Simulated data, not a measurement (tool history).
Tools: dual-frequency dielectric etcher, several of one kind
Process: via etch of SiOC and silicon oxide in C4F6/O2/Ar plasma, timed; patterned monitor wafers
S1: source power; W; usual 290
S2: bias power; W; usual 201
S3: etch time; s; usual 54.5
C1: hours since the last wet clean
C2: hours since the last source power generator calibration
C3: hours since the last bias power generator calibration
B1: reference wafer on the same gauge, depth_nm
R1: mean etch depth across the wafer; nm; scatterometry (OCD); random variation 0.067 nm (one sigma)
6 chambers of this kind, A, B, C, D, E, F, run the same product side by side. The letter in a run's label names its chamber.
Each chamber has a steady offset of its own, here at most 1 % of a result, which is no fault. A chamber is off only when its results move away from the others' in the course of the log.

run   hour   S1   S2    S3     C1      C2      C3      B1      R1
       1.5  -- chamber E: wet clean of the chamber
 1E    5.5  290  201  54.5    4.0   562.6   647.3  45.389  55.890
 2C   12.0  290  201  54.5  484.4  1378.7   783.8  45.398  56.034
 3B   22.8  290  201  54.5  137.8  4181.9  1316.8  45.380  56.810
 4F   32.0  290  201  54.5  416.4   721.7  2766.9  45.382  56.490
 5D   37.6  290  201  54.5  377.0  1173.9  2432.5  45.385  56.258
 6A   42.4  290  201  54.5  429.7  2989.7   751.9  45.368  56.002
 7A   51.1  240  224  54.5  438.4  2998.4   760.6  45.380  53.980
 8B   58.7  240  224  54.5  173.7  4217.8  1352.7  45.370  54.685
 9C   65.4  240  224  54.5  537.8  1432.1   837.2  45.352  54.085
10D   72.5  240  224  54.5  411.9  1208.8  2467.4  45.352  54.220
      79.0  -- chamber C: wet clean of the chamber
11E   79.7  240  224  54.5   78.2   636.8   721.5  45.357  53.846
      81.7  -- chamber B: source power generator calibrated
12F   89.7  240  224  54.5  474.1   779.4  2824.6  45.354  54.443
13B   96.3  270  201  54.5  211.3    14.7  1390.3  45.341  55.162
14E  107.3  270  201  54.5  105.8   664.4   749.1  45.341  54.350
15A  113.6  270  201  54.5  500.9  3060.9   823.1  45.342  54.538
     113.9  -- chamber A: wet clean of the chamber
16D  119.4  270  201  54.5  458.8  1255.7  2514.3  45.338  54.707
17F  128.9  270  201  54.5  513.3   818.6  2863.8  45.309  54.743
18C  138.1  270  201  54.5   59.2  1504.8   909.9  45.312  54.414
19F  142.9  290  201  54.5  527.3   832.6  2877.8  45.317  56.355
20E  153.2  290  201  54.5  151.7   710.3   795.0  45.327  55.909
21C  162.1  320  232  54.5   83.2  1528.8   933.9  45.311  61.016
22D  171.7  320  232  54.5  511.1  1308.0  2566.6  45.286  61.253
23A  180.7  320  232  54.5   66.9  3128.0   890.2  45.297  60.950
     188.7  -- chamber D: wet clean of the chamber
24B  191.4  320  232  54.5  306.4   109.8  1485.4  45.299  61.790
25B  196.5  320  232  54.5  311.5   114.9  1490.5  45.277  61.741
26D  203.5  320  232  54.5   14.8  1339.8  2598.4  45.265  61.155
27F  209.1  290  201  54.5  593.5   898.8  2944.0  45.269  56.276
28C  216.5  290  201  54.5  137.6  1583.2   988.3  45.274  55.842
     221.6  -- chamber F: wet clean of the chamber
29E  224.7  290  201  54.5  223.2   781.8   866.5  45.261  55.656
30A  230.5  230  234  54.5  116.7  3177.8   940.0  45.263  53.924
31B  239.7  230  234  54.5  354.7   158.1  1533.7  45.247  54.486
     243.1  -- chamber B: wet clean of the chamber
32D  248.8  230  234  54.5   60.1  1385.1  2643.7  45.250  54.037
33C  256.5  230  234  54.5  177.6  1623.2  1028.3  45.242  53.906
34E  267.6  230  234  54.5  266.1   824.7   909.4  45.236  53.693
35F  274.0  230  234  54.5   52.4   963.7  3008.9  45.233  54.270
36A  279.8  290  201  54.5  166.0  3227.1   989.3  45.225  55.884
37B  288.9  290  201  54.5   45.8   207.3  1582.9  45.211  56.552
38D  298.6  290  201  54.5  109.9  1434.9  2693.5  45.210  56.088
     304.4  -- chamber E: wet clean of the chamber
39A  308.2  290  201  54.5  194.4  3255.5  1017.7  45.221  55.816
40E  319.2  290  201  46.0   14.8   876.3   961.0  45.209  47.019
41C  327.7  290  201  46.0  248.8  1694.4  1099.5  45.197  47.109
42F  336.2  290  201  46.0  114.6  1025.9  3071.1  45.189  47.351
43D  346.7  290  201  46.0  158.0  1483.0  2741.6  45.188  47.325

Next, every chamber runs the same settings. What will each give?
44A  354.7  290  201  65.5                   ?
44B  354.7  290  201  65.5                   ?
44C  354.7  290  201  65.5                   ?
44D  354.7  290  201  65.5                   ?
44E  354.7  290  201  65.5                   ?
44F  354.7  290  201  65.5                   ?

run      R1
44A  67.078
44B  67.914
44C  67.035
44D  67.238
44E  66.795
44F  67.418
